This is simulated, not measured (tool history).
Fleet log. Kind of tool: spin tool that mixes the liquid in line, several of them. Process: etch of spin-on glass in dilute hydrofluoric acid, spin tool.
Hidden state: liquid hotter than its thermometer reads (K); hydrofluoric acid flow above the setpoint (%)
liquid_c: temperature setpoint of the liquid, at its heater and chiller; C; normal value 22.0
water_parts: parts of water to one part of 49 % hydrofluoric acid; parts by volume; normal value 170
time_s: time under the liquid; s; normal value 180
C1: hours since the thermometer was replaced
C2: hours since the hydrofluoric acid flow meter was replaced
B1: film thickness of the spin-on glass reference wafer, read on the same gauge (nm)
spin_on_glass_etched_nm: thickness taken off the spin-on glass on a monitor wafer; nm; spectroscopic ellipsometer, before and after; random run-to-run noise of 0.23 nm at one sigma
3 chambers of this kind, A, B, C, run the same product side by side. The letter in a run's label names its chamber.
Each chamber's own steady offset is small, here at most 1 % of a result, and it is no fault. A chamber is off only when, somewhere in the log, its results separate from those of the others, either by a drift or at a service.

run 1A hour=3.1 | liquid_c=22.0 water_parts=170 time_s=180 | C1=303.3 C2=290.3 | B1=30.001 | spin_on_glass_etched_nm=26.017
run 2B hour=6.3 | liquid_c=22.0 water_parts=170 time_s=180 | C1=307.1 C2=43.4 | B1=29.981 | spin_on_glass_etched_nm=25.346
run 3C hour=8.9 | liquid_c=22.0 water_parts=170 time_s=180 | C1=1968.2 C2=12.5 | B1=29.987 | spin_on_glass_etched_nm=24.915
run 4B hour=13.9 | liquid_c=22.0 water_parts=170 time_s=180 | C1=314.7 C2=51.0 | B1=29.999 | spin_on_glass_etched_nm=25.467
run 5C hour=18.1 | liquid_c=22.0 water_parts=170 time_s=180 | C1=1977.4 C2=21.7 | B1=29.983 | spin_on_glass_etched_nm=25.318
run 6A hour=22.4 | liquid_c=22.0 water_parts=170 time_s=180 | C1=322.6 C2=309.6 | B1=30.001 | spin_on_glass_etched_nm=25.512
run 7C hour=26.0 | liquid_c=22.0 water_parts=170 time_s=180 | C1=1985.3 C2=29.6 | B1=30.003 | spin_on_glass_etched_nm=25.499
run 8A hour=30.4 | liquid_c=22.0 water_parts=250 time_s=180 | C1=330.6 C2=317.6 | B1=30.006 | spin_on_glass_etched_nm=16.134
run 9B hour=33.9 | liquid_c=22.0 water_parts=250 time_s=180 | C1=334.7 C2=71.0 | B1=30.000 | spin_on_glass_etched_nm=16.011
run 10A hour=37.1 | liquid_c=22.0 water_parts=250 time_s=180 | C1=337.3 C2=324.3 | B1=30.027 | spin_on_glass_etched_nm=16.067
run 11B hour=41.0 | liquid_c=22.0 water_parts=170 time_s=180 | C1=341.8 C2=78.1 | B1=30.004 | spin_on_glass_etched_nm=25.278
run 12C hour=45.1 | liquid_c=22.0 water_parts=170 time_s=180 | C1=2004.4 C2=48.7 | B1=29.980 | spin_on_glass_etched_nm=25.493
run 13B hour=50.4 | liquid_c=22.0 water_parts=170 time_s=180 | C1=351.2 C2=87.5 | B1=29.974 | spin_on_glass_etched_nm=25.940
run 14A hour=53.0 | liquid_c=17.5 water_parts=170 time_s=180 | C1=353.2 C2=340.2 | B1=29.995 | spin_on_glass_etched_nm=21.491
run 15C hour=57.9 | liquid_c=17.5 water_parts=170 time_s=180 | C1=2017.2 C2=61.5 | B1=29.987 | spin_on_glass_etched_nm=21.408
run 16C hour=60.3 | liquid_c=17.5 water_parts=170 time_s=180 | C1=2019.6 C2=63.9 | B1=29.996 | spin_on_glass_etched_nm=21.405
run 17B hour=63.1 | liquid_c=22.0 water_parts=170 time_s=180 | C1=363.9 C2=100.2 | B1=30.016 | spin_on_glass_etched_nm=25.512
run 18A hour=68.0 | liquid_c=22.0 water_parts=170 time_s=180 | C1=368.2 C2=355.2 | B1=30.009 | spin_on_glass_etched_nm=25.844
run 19C hour=71.3 | liquid_c=22.0 water_parts=170 time_s=180 | C1=2030.6 C2=74.9 | B1=29.983 | spin_on_glass_etched_nm=25.122
run 20B hour=74.5 | liquid_c=22.0 water_parts=170 time_s=180 | C1=375.3 C2=111.6 | B1=30.009 | spin_on_glass_etched_nm=25.863
run 21A hour=79.4 | liquid_c=22.0 water_parts=170 time_s=180 | C1=379.6 C2=366.6 | B1=29.987 | spin_on_glass_etched_nm=25.729
run 22A hour=83.3 | liquid_c=22.0 water_parts=170 time_s=180 | C1=383.5 C2=370.5 | B1=29.983 | spin_on_glass_etched_nm=25.926
run 23B hour=85.8 | liquid_c=22.0 water_parts=170 time_s=180 | C1=386.6 C2=122.9 | B1=30.010 | spin_on_glass_etched_nm=25.332
run 24C hour=88.7 | liquid_c=22.0 water_parts=170 time_s=180 | C1=2048.0 C2=92.3 | B1=30.029 | spin_on_glass_etched_nm=25.301
run 25C hour=93.6 | liquid_c=22.0 water_parts=170 time_s=180 | C1=2052.9 C2=97.2 | B1=30.015 | spin_on_glass_etched_nm=25.393
run 26B hour=96.7 | liquid_c=22.0 water_parts=170 time_s=180 | C1=397.5 C2=133.8 | B1=29.988 | spin_on_glass_etched_nm=25.143
run 27A hour=99.2 | liquid_c=22.0 water_parts=170 time_s=180 | C1=399.4 C2=386.4 | B1=30.014 | spin_on_glass_etched_nm=26.319
run 28B hour=101.6 | liquid_c=22.0 water_parts=170 time_s=180 | C1=402.4 C2=138.7 | B1=29.981 | spin_on_glass_etched_nm=25.242
run 29A hour=105.8 | liquid_c=22.0 water_parts=170 time_s=180 | C1=406.0 C2=393.0 | B1=30.004 | spin_on_glass_etched_nm=26.259
run 30C hour=109.0 | liquid_c=22.0 water_parts=170 time_s=180 | C1=2068.3 C2=112.6 | B1=29.995 | spin_on_glass_etched_nm=25.272
run 31C hour=112.3 | liquid_c=22.0 water_parts=170 time_s=180 | C1=2071.6 C2=115.9 | B1=30.013 | spin_on_glass_etched_nm=25.607
run 32A hour=116.2 | liquid_c=22.0 water_parts=170 time_s=180 | C1=416.4 C2=403.4 | B1=29.988 | spin_on_glass_etched_nm=26.672
run 33B hour=120.9 | liquid_c=22.0 water_parts=170 time_s=180 | C1=421.7 C2=158.0 | B1=30.004 | spin_on_glass_etched_nm=25.354
run 34B hour=124.5 | liquid_c=22.0 water_parts=105 time_s=245 | C1=425.3 C2=161.6 | B1=30.004 | spin_on_glass_etched_nm=60.519
run 35C hour=129.5 | liquid_c=22.0 water_parts=105 time_s=245 | C1=2088.8 C2=133.1 | B1=30.018 | spin_on_glass_etched_nm=60.736
run 36A hour=132.5 | liquid_c=22.0 water_parts=105 time_s=245 | C1=432.7 C2=419.7 | B1=29.972 | spin_on_glass_etched_nm=63.642
run 37B hour=135.9 | liquid_c=22.0 water_parts=170 time_s=180 | C1=436.7 C2=173.0 | B1=30.002 | spin_on_glass_etched_nm=25.795
run 38A hour=140.4 | liquid_c=22.0 water_parts=170 time_s=180 | C1=440.6 C2=427.6 | B1=30.025 | spin_on_glass_etched_nm=27.180
run 39C hour=144.5 | liquid_c=22.0 water_parts=170 time_s=180 | C1=2103.8 C2=148.1 | B1=30.007 | spin_on_glass_etched_nm=25.413
run 40C hour=149.5 | liquid_c=22.0 water_parts=170 time_s=180 | C1=2108.8 C2=153.1 | B1=29.998 | spin_on_glass_etched_nm=25.605

Is one chamber off against the others, does the gauge drift, or is nothing wrong? If a chamber is off, say which, and what the likeliest cause is.

It is chamber A that slowly wanders off from its peers.
What lies behind it: hydrofluoric acid flow above the setpoint (%) = 5.66.
It could be hard to tell apart here from: liquid hotter than its thermometer reads (K).

Below are 4 candidate recipes for chamber A's next run, each the usual settings with a change, their results shown as question marks. Which of them brings A's results back in line with what the other chambers give on the usual settings?
In line here means within this much of the mean the other chambers give on the usual settings: spin_on_glass_etched_nm 0.790 nm
run 41A-1 hour=153.3 | liquid_c=22.5 water_parts=170 time_s=200 | spin_on_glass_etched_nm=?
run 41A-2 hour=153.3 | liquid_c=22.0 water_parts=180 time_s=170 | spin_on_glass_etched_nm=?
run 41A-3 hour=153.3 | liquid_c=22.0 water_parts=175 time_s=175 | spin_on_glass_etched_nm=?
run 41A-4 hour=153.3 | liquid_c=22.0 water_parts=160 time_s=180 | spin_on_glass_etched_nm=?

The mean the other chambers reach with the usual settings: spin_on_glass_etched_nm 25.400 nm
run=41A-1 spin_on_glass_etched_nm=30.819
run=41A-2 spin_on_glass_etched_nm=24.047
run=41A-3 spin_on_glass_etched_nm=25.578
run=41A-4 spin_on_glass_etched_nm=29.175
The answer is 41A-3, which returns the chamber to within the allowed miss of the others.
